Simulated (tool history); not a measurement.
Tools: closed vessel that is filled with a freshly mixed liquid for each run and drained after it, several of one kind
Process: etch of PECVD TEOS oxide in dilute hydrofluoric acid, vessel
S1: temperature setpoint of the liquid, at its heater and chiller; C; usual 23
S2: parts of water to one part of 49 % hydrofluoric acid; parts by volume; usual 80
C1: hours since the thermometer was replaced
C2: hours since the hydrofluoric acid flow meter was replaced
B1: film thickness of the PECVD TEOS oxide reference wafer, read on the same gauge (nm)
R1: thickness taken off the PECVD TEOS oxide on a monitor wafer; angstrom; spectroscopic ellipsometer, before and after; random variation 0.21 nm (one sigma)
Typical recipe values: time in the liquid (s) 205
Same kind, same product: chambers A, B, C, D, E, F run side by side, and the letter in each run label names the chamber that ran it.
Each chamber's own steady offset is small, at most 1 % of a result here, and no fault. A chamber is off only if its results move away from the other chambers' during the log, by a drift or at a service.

{"run": "1C", "hour": 11.7, "S1": 23, "S2": 80, "time in the liquid (s)": 205, "C1": 322.6, "C2": 1181.4, "B1": 60.009, "R1": 333.36}
{"run": "2E", "hour": 24.3, "S1": 23, "S2": 80, "time in the liquid (s)": 205, "C1": 190, "C2": 932.2, "B1": 60.017, "R1": 339.25}
{"run": "3F", "hour": 34.3, "S1": 23, "S2": 80, "time in the liquid (s)": 205, "C1": 154.5, "C2": 727.3, "B1": 60.017, "R1": 342.09}
{"run": "4A", "hour": 47.5, "S1": 23, "S2": 80, "time in the liquid (s)": 205, "C1": 735.5, "C2": 438.2, "B1": 59.989, "R1": 341.14}
{"run": "5B", "hour": 55.7, "S1": 23, "S2": 80, "time in the liquid (s)": 205, "C1": 597.8, "C2": 496.1, "B1": 59.988, "R1": 339.94}
{"run": "6D", "hour": 67.7, "S1": 23, "S2": 80, "time in the liquid (s)": 205, "C1": 805.8, "C2": 116.6, "B1": 60.024, "R1": 334.99}
{"run": "7E", "hour": 75.4, "S1": 23, "S2": 80, "time in the liquid (s)": 205, "C1": 241.1, "C2": 983.3, "B1": 60.003, "R1": 343.82}
{"run": "8D", "hour": 84.7, "S1": 23, "S2": 80, "time in the liquid (s)": 205, "C1": 822.8, "C2": 133.6, "B1": 59.979, "R1": 333.93}
{"run": "9F", "hour": 92.6, "S1": 23, "S2": 80, "time in the liquid (s)": 205, "C1": 212.8, "C2": 785.6, "B1": 59.98, "R1": 340.76}
{"run": "10B", "hour": 100.9, "S1": 23, "S2": 80, "time in the liquid (s)": 205, "C1": 643, "C2": 541.3, "B1": 59.992, "R1": 334.11}
{"run": "11A", "hour": 114.5, "S1": 23, "S2": 80, "time in the liquid (s)": 205, "C1": 802.5, "C2": 505.2, "B1": 60.001, "R1": 343.22}
{"run": "12C", "hour": 125.4, "S1": 23, "S2": 80, "time in the liquid (s)": 205, "C1": 436.3, "C2": 1295.1, "B1": 60.003, "R1": 333.71}
{"run": "13C", "hour": 139.5, "S1": 23, "S2": 55, "time in the liquid (s)": 205, "C1": 450.4, "C2": 1309.2, "B1": 60.011, "R1": 503.88}
{"run": "14B", "hour": 152.8, "S1": 23, "S2": 55, "time in the liquid (s)": 205, "C1": 694.9, "C2": 593.2, "B1": 59.979, "R1": 509.61}
{"run": "15F", "hour": 161.5, "S1": 23, "S2": 55, "time in the liquid (s)": 205, "C1": 281.7, "C2": 854.5, "B1": 59.983, "R1": 508.28}
{"run": "16D", "hour": 174.7, "S1": 23, "S2": 55, "time in the liquid (s)": 205, "C1": 912.8, "C2": 223.6, "B1": 60.019, "R1": 502.82}
{"run": "17A", "hour": 188.0, "S1": 23, "S2": 55, "time in the liquid (s)": 205, "C1": 876, "C2": 578.7, "B1": 59.987, "R1": 505.95}
{"run": "18E", "hour": 197.2, "S1": 23, "S2": 55, "time in the liquid (s)": 205, "C1": 362.9, "C2": 1105.1, "B1": 60.025, "R1": 517}
{"run": "19A", "hour": 204.8, "S1": 23, "S2": 80, "time in the liquid (s)": 205, "C1": 892.8, "C2": 595.5, "B1": 59.972, "R1": 343.28}
{"hour": 211.8, "done": "chamber A: thermometer replaced"}
{"run": "20E", "hour": 218.7, "S1": 23, "S2": 80, "time in the liquid (s)": 205, "C1": 384.4, "C2": 1126.6, "B1": 60.014, "R1": 337.69}
{"run": "21F", "hour": 229.4, "S1": 23, "S2": 80, "time in the liquid (s)": 205, "C1": 349.6, "C2": 922.4, "B1": 59.974, "R1": 336.79}
{"hour": 237.9, "done": "chamber C: thermometer replaced"}
{"run": "22C", "hour": 244.8, "S1": 23, "S2": 80, "time in the liquid (s)": 205, "C1": 6.9, "C2": 1414.5, "B1": 60.009, "R1": 336.54}
{"hour": 254.0, "done": "chamber E: hydrofluoric acid flow meter replaced"}
{"run": "23B", "hour": 259.8, "S1": 23, "S2": 80, "time in the liquid (s)": 205, "C1": 801.9, "C2": 700.2, "B1": 59.99, "R1": 333.65}
{"run": "24D", "hour": 271.7, "S1": 23, "S2": 80, "time in the liquid (s)": 205, "C1": 1009.8, "C2": 320.6, "B1": 60.009, "R1": 324.65}
{"hour": 281.8, "done": "chamber F: hydrofluoric acid flow meter replaced"}
{"run": "25B", "hour": 282.0, "S1": 23, "S2": 80, "time in the liquid (s)": 205, "C1": 824.1, "C2": 722.4, "B1": 60, "R1": 338.72}
{"run": "26C", "hour": 293.5, "S1": 18.5, "S2": 95, "time in the liquid (s)": 205, "C1": 55.6, "C2": 1463.2, "B1": 60.028, "R1": 230.54}
{"run": "27F", "hour": 306.7, "S1": 18.5, "S2": 95, "time in the liquid (s)": 205, "C1": 426.9, "C2": 25, "B1": 60.012, "R1": 231.89}
{"run": "28A", "hour": 314.4, "S1": 18.5, "S2": 95, "time in the liquid (s)": 205, "C1": 102.6, "C2": 705.1, "B1": 60.016, "R1": 234.47}
{"run": "29E", "hour": 327.4, "S1": 18.5, "S2": 95, "time in the liquid (s)": 205, "C1": 493.1, "C2": 73.5, "B1": 59.987, "R1": 234.26}
{"run": "30D", "hour": 340.9, "S1": 18.5, "S2": 95, "time in the liquid (s)": 205, "C1": 1079, "C2": 389.8, "B1": 59.974, "R1": 220.57}
{"run": "31F", "hour": 350.5, "S1": 18.5, "S2": 95, "time in the liquid (s)": 205, "C1": 470.7, "C2": 68.8, "B1": 59.99, "R1": 233.17}
{"run": "32E", "hour": 360.5, "S1": 23, "S2": 80, "time in the liquid (s)": 205, "C1": 526.2, "C2": 106.6, "B1": 60.034, "R1": 343.37}
{"run": "33B", "hour": 372.4, "S1": 23, "S2": 80, "time in the liquid (s)": 205, "C1": 914.5, "C2": 812.8, "B1": 60.014, "R1": 338.45}
{"run": "34A", "hour": 379.1, "S1": 23, "S2": 80, "time in the liquid (s)": 205, "C1": 167.3, "C2": 769.8, "B1": 60.004, "R1": 340.25}
{"run": "35C", "hour": 390.5, "S1": 23, "S2": 45, "time in the liquid (s)": 150, "C1": 152.6, "C2": 1560.2, "B1": 59.983, "R1": 453.34}
{"run": "36D", "hour": 404.2, "S1": 23, "S2": 45, "time in the liquid (s)": 150, "C1": 1142.3, "C2": 453.1, "B1": 60.035, "R1": 438.65}
{"run": "37F", "hour": 419.3, "S1": 23, "S2": 45, "time in the liquid (s)": 150, "C1": 539.5, "C2": 137.6, "B1": 60.019, "R1": 457.31}

Predict what each chamber gives when all 6 of them run the settings below next.
{"run": "38A", "hour": 430.4, "S1": 23, "S2": 80, "time in the liquid (s)": 205, "R1": "?"}
{"run": "38B", "hour": 430.4, "S1": 23, "S2": 80, "time in the liquid (s)": 205, "R1": "?"}
{"run": "38C", "hour": 430.4, "S1": 23, "S2": 80, "time in the liquid (s)": 205, "R1": "?"}
{"run": "38D", "hour": 430.4, "S1": 23, "S2": 80, "time in the liquid (s)": 205, "R1": "?"}
{"run": "38E", "hour": 430.4, "S1": 23, "S2": 80, "time in the liquid (s)": 205, "R1": "?"}
{"run": "38F", "hour": 430.4, "S1": 23, "S2": 80, "time in the liquid (s)": 205, "R1": "?"}

run=38A R1=342.6
run=38B R1=333.91
run=38C R1=336.75
run=38D R1=311.86
run=38E R1=344.26
run=38F R1=341.5
